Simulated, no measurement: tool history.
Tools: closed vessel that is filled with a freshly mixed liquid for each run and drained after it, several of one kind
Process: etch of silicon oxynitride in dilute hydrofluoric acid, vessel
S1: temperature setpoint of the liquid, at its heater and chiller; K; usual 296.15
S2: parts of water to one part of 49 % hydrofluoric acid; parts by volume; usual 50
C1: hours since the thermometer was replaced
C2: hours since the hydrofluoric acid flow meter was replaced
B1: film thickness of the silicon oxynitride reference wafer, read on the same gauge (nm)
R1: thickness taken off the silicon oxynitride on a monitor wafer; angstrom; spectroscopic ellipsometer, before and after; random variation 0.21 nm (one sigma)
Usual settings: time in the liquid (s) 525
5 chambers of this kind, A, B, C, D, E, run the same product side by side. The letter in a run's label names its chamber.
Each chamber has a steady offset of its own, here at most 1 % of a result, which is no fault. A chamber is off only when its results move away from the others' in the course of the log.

{"run": "1A", "hour": 7.5, "S1": 296.15, "S2": 50, "time in the liquid (s)": 525, "C1": 850.2, "C2": 406, "B1": 60.008, "R1": 453.07}
{"hour": 11.4, "done": "chamber C: hydrofluoric acid flow meter replaced"}
{"run": "2D", "hour": 14.1, "S1": 296.15, "S2": 50, "time in the liquid (s)": 525, "C1": 950.4, "C2": 1410.3, "B1": 59.974, "R1": 453.46}
{"run": "3C", "hour": 24.3, "S1": 296.15, "S2": 50, "time in the liquid (s)": 525, "C1": 824.5, "C2": 13, "B1": 59.98, "R1": 447.37}
{"run": "4B", "hour": 34.9, "S1": 296.15, "S2": 50, "time in the liquid (s)": 525, "C1": 317, "C2": 1689.9, "B1": 59.967, "R1": 449.04}
{"run": "5E", "hour": 43.9, "S1": 296.15, "S2": 50, "time in the liquid (s)": 525, "C1": 801, "C2": 497.3, "B1": 59.95, "R1": 448.95}
{"run": "6C", "hour": 50.3, "S1": 296.15, "S2": 50, "time in the liquid (s)": 525, "C1": 850.5, "C2": 39, "B1": 59.984, "R1": 446.91}
{"run": "7B", "hour": 61.1, "S1": 296.15, "S2": 40, "time in the liquid (s)": 410, "C1": 343.2, "C2": 1716.1, "B1": 59.995, "R1": 446.94}
{"run": "8D", "hour": 70.0, "S1": 296.15, "S2": 40, "time in the liquid (s)": 410, "C1": 1006.3, "C2": 1466.2, "B1": 60.017, "R1": 441.72}
{"run": "9A", "hour": 75.1, "S1": 296.15, "S2": 40, "time in the liquid (s)": 410, "C1": 917.8, "C2": 473.6, "B1": 60, "R1": 443.76}
{"run": "10E", "hour": 85.1, "S1": 296.15, "S2": 40, "time in the liquid (s)": 410, "C1": 842.2, "C2": 538.5, "B1": 60.026, "R1": 442.05}
{"run": "11C", "hour": 93.4, "S1": 296.15, "S2": 40, "time in the liquid (s)": 410, "C1": 893.6, "C2": 82.1, "B1": 60.036, "R1": 441.34}
{"run": "12D", "hour": 100.7, "S1": 296.15, "S2": 50, "time in the liquid (s)": 525, "C1": 1037, "C2": 1496.9, "B1": 60.033, "R1": 450.09}
{"run": "13E", "hour": 109.4, "S1": 296.15, "S2": 50, "time in the liquid (s)": 525, "C1": 866.5, "C2": 562.8, "B1": 59.989, "R1": 445.98}
{"run": "14A", "hour": 116.7, "S1": 296.15, "S2": 50, "time in the liquid (s)": 525, "C1": 959.4, "C2": 515.2, "B1": 59.977, "R1": 450.84}
{"run": "15B", "hour": 126.6, "S1": 296.15, "S2": 50, "time in the liquid (s)": 525, "C1": 408.7, "C2": 1781.6, "B1": 59.972, "R1": 456.94}
{"hour": 131.9, "done": "chamber E: hydrofluoric acid flow meter replaced"}
{"run": "16C", "hour": 138.5, "S1": 296.15, "S2": 50, "time in the liquid (s)": 525, "C1": 938.7, "C2": 127.2, "B1": 59.988, "R1": 442.44}
{"run": "17B", "hour": 145.5, "S1": 296.15, "S2": 50, "time in the liquid (s)": 525, "C1": 427.6, "C2": 1800.5, "B1": 59.988, "R1": 458.33}
{"run": "18A", "hour": 150.7, "S1": 296.15, "S2": 30, "time in the liquid (s)": 425, "C1": 993.4, "C2": 549.2, "B1": 60.016, "R1": 606.18}
{"run": "19E", "hour": 159.5, "S1": 296.15, "S2": 30, "time in the liquid (s)": 425, "C1": 916.6, "C2": 27.7, "B1": 60.007, "R1": 616.21}
{"run": "20D", "hour": 164.7, "S1": 296.15, "S2": 30, "time in the liquid (s)": 425, "C1": 1101, "C2": 1560.9, "B1": 59.998, "R1": 613.18}
{"run": "21A", "hour": 171.3, "S1": 296.15, "S2": 30, "time in the liquid (s)": 425, "C1": 1014, "C2": 569.8, "B1": 59.999, "R1": 608.39}
{"run": "22C", "hour": 181.1, "S1": 296.15, "S2": 30, "time in the liquid (s)": 425, "C1": 981.3, "C2": 169.8, "B1": 59.995, "R1": 611.64}
{"run": "23E", "hour": 190.2, "S1": 296.15, "S2": 50, "time in the liquid (s)": 525, "C1": 947.3, "C2": 58.4, "B1": 60.01, "R1": 448.55}
{"run": "24B", "hour": 199.8, "S1": 296.15, "S2": 50, "time in the liquid (s)": 525, "C1": 481.9, "C2": 1854.8, "B1": 60.021, "R1": 465.69}
{"run": "25D", "hour": 205.0, "S1": 296.15, "S2": 50, "time in the liquid (s)": 525, "C1": 1141.3, "C2": 1601.2, "B1": 60.012, "R1": 449.51}
{"run": "26D", "hour": 211.7, "S1": 296.15, "S2": 50, "time in the liquid (s)": 525, "C1": 1148, "C2": 1607.9, "B1": 59.953, "R1": 448.74}
{"hour": 215.7, "done": "chamber A: hydrofluoric acid flow meter replaced"}
{"run": "27C", "hour": 222.5, "S1": 296.15, "S2": 50, "time in the liquid (s)": 525, "C1": 1022.7, "C2": 211.2, "B1": 60.002, "R1": 449.35}
{"run": "28E", "hour": 231.6, "S1": 296.15, "S2": 50, "time in the liquid (s)": 525, "C1": 988.7, "C2": 99.8, "B1": 59.989, "R1": 448.04}
{"run": "29A", "hour": 238.4, "S1": 296.15, "S2": 50, "time in the liquid (s)": 525, "C1": 1081.1, "C2": 22.8, "B1": 60.018, "R1": 448.87}
{"run": "30B", "hour": 247.5, "S1": 296.15, "S2": 50, "time in the liquid (s)": 525, "C1": 529.6, "C2": 1902.5, "B1": 60.004, "R1": 465.93}
{"run": "31C", "hour": 255.0, "S1": 296.15, "S2": 50, "time in the liquid (s)": 525, "C1": 1055.2, "C2": 243.7, "B1": 60.006, "R1": 442.92}
{"run": "32B", "hour": 266.2, "S1": 296.15, "S2": 50, "time in the liquid (s)": 525, "C1": 548.3, "C2": 1921.2, "B1": 59.985, "R1": 470.62}

Is one chamber off against the others, does the gauge drift, or is nothing wrong? If a chamber is off, say which, and what the likeliest cause is.

Chamber B drifts away from the others.
Cause: hydrofluoric acid flow above the setpoint (%) = 5.35.
The log may not tell that from: liquid hotter than its thermometer reads (K).

Here are 4 candidates for chamber B's next run, each the usual settings with a change, their results left as question marks. Which one brings its results back in line with what the others give on the usual settings?
In line means no further than this from the other chambers' mean on the usual settings: R1 7.2 angstrom
{"run": "33B-1", "hour": 274.8, "S1": 296.15, "S2": 50, "time in the liquid (s)": 570, "R1": "?"}
{"run": "33B-2", "hour": 274.8, "S1": 296.15, "S2": 50, "time in the liquid (s)": 500, "R1": "?"}
{"run": "33B-3", "hour": 274.8, "S1": 296.15, "S2": 50, "time in the liquid (s)": 485, "R1": "?"}
{"run": "33B-4", "hour": 274.8, "S1": 296.15, "S2": 50, "time in the liquid (s)": 555, "R1": "?"}

The other chambers' mean on the usual settings: R1 448.08 angstrom
run=33B-1 R1=513.16
run=33B-2 R1=450.14
run=33B-3 R1=436.63
run=33B-4 R1=499.65
33B-2 brings the chamber back in line.
